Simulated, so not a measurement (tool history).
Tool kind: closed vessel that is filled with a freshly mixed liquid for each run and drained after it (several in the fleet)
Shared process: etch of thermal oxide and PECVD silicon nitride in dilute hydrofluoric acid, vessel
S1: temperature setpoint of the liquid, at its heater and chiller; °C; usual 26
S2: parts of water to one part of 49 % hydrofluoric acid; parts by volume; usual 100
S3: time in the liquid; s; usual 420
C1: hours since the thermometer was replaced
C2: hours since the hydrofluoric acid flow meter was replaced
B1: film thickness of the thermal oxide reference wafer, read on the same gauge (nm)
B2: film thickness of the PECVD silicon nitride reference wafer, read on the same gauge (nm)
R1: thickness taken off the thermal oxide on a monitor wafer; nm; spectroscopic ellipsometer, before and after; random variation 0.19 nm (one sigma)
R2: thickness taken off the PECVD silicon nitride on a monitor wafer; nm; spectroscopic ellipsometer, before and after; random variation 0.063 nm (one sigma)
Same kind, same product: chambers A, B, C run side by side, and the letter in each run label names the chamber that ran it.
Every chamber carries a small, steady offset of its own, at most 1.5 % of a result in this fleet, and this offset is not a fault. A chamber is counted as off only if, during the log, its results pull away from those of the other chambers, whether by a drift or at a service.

Run 1A, hour 10.9: usual settings; C1 266.2; C2 1424.5; B1 140.01; B2 110.04. Result: R1 21.57 nm, R2 12.07 nm.
Run 2B, hour 16.2: usual settings; C1 190; C2 559.5; B1 139.97; B2 109.97. Result: R1 21.116 nm, R2 11.964 nm.
Run 3C, hour 22.3: usual settings; C1 265.5; C2 253.9; B1 139.96; B2 109.96. Result: R1 21.332 nm, R2 12.123 nm.
Run 4C, hour 28.4: usual settings; C1 271.6; C2 260; B1 139.97; B2 109.98. Result: R1 21.127 nm, R2 12.188 nm.
Run 5A, hour 37.5: usual settings; C1 292.8; C2 1451.1; B1 140.06; B2 109.98. Result: R1 21.458 nm, R2 12.123 nm.
Run 6B, hour 48.1: usual settings; C1 221.9; C2 591.4; B1 140.03; B2 110.02. Result: R1 21.342 nm, R2 11.843 nm.
Run 7A, hour 54.8: usual settings; C1 310.1; C2 1468.4; B1 139.97; B2 109.99. Result: R1 21.587 nm, R2 12.047 nm.
Run 8C, hour 63: usual settings; C1 306.2; C2 294.6; B1 140.01; B2 110. Result: R1 21.763 nm, R2 11.944 nm.
Run 9B, hour 68.4: usual settings; C1 242.2; C2 611.7; B1 140.01; B2 110. Result: R1 21.462 nm, R2 11.952 nm.
Run 10A, hour 77.6: usual settings; C1 332.9; C2 1491.2; B1 140.03; B2 109.98. Result: R1 21.152 nm, R2 12.024 nm.
Run 11B, hour 85.7: usual settings; C1 259.5; C2 629; B1 140.01; B2 110.04. Result: R1 21.706 nm, R2 11.882 nm.
Run 12C, hour 96.1: usual settings; C1 339.3; C2 327.7; B1 139.98; B2 110. Result: R1 21.381 nm, R2 11.995 nm.
Run 13A, hour 104.2: usual settings; C1 359.5; C2 1517.8; B1 140; B2 110. Result: R1 21.202 nm, R2 12.113 nm.
Run 14B, hour 113.3: usual settings; C1 287.1; C2 656.6; B1 139.99; B2 110. Result: R1 21.638 nm, R2 11.83 nm.
Run 15C, hour 120: usual settings but S2 130 parts by volume; C1 363.2; C2 351.6; B1 139.98; B2 109.99. Result: R1 15.732 nm, R2 9.1465 nm.
Run 16A, hour 128.9: usual settings but S2 130 parts by volume; C1 384.2; C2 1542.5; B1 139.99; B2 109.99. Result: R1 15.727 nm, R2 9.2836 nm.
At hour 138.3: chamber A: hydrofluoric acid flow meter replaced.
Run 17B, hour 139.2: usual settings but S2 130 parts by volume; C1 313; C2 682.5; B1 140.03; B2 109.98. Result: R1 16.002 nm, R2 9.236 nm.
Run 18C, hour 148.3: usual settings; C1 391.5; C2 379.9; B1 140; B2 110. Result: R1 21.615 nm, R2 12.097 nm.
Run 19A, hour 158.5: usual settings; C1 413.8; C2 20.2; B1 140.02; B2 109.99. Result: R1 21.225 nm, R2 11.98 nm.
Run 20B, hour 164.7: usual settings; C1 338.5; C2 708; B1 140; B2 110.01. Result: R1 21.496 nm, R2 12.008 nm.
Run 21C, hour 175.3: usual settings; C1 418.5; C2 406.9; B1 139.99; B2 110.01. Result: R1 21.913 nm, R2 12.085 nm.
Run 22C, hour 184.1: usual settings; C1 427.3; C2 415.7; B1 140; B2 109.98. Result: R1 21.627 nm, R2 12.019 nm.
Run 23B, hour 191.4: usual settings; C1 365.2; C2 734.7; B1 139.96; B2 109.95. Result: R1 21.553 nm, R2 11.921 nm.
Run 24A, hour 197.9: usual settings; C1 453.2; C2 59.6; B1 140; B2 110.01. Result: R1 21.524 nm, R2 11.969 nm.
Run 25C, hour 207.2: usual settings but S1 30 °C; C1 450.4; C2 438.8; B1 139.99; B2 109.94. Result: R1 25.431 nm, R2 15.549 nm.
Run 26B, hour 216.7: usual settings but S1 30 °C; C1 390.5; C2 760; B1 139.99; B2 110.06. Result: R1 25.018 nm, R2 15.393 nm.
Run 27A, hour 221.5: usual settings but S1 30 °C; C1 476.8; C2 83.2; B1 140.02; B2 110.02. Result: R1 25.166 nm, R2 15.698 nm.
Run 28A, hour 226.6: usual settings; C1 481.9; C2 88.3; B1 140.01; B2 110.03. Result: R1 21.641 nm, R2 12.144 nm.
Run 29B, hour 236.5: usual settings; C1 410.3; C2 779.8; B1 139.98; B2 109.95. Result: R1 21.469 nm, R2 11.912 nm.
Run 30C, hour 242: usual settings; C1 485.2; C2 473.6; B1 139.99; B2 110.03. Result: R1 21.414 nm, R2 12.049 nm.
Run 31C, hour 246.9: usual settings; C1 490.1; C2 478.5; B1 140.03; B2 109.98. Result: R1 21.873 nm, R2 12.038 nm.
Run 32A, hour 252.1: usual settings; C1 507.4; C2 113.8; B1 139.97; B2 109.99. Result: R1 21.649 nm, R2 12.01 nm.
Run 33B, hour 259.9: usual settings; C1 433.7; C2 803.2; B1 140.05; B2 109.98. Result: R1 21.659 nm, R2 11.834 nm.

For the next run the whole fleet of 3 chambers uses the same settings. Give each chamber's results:
Run 34A, hour 267.9: usual settings but S3 585 s. Result: R1 ?, R2 ?.
Run 34B, hour 267.9: usual settings but S3 585 s. Result: R1 ?, R2 ?.
Run 34C, hour 267.9: usual settings but S3 585 s. Result: R1 ?, R2 ?.

run      R1      R2
34A  29.845  16.843
34B  30.005  16.602
34C  30.236  16.745
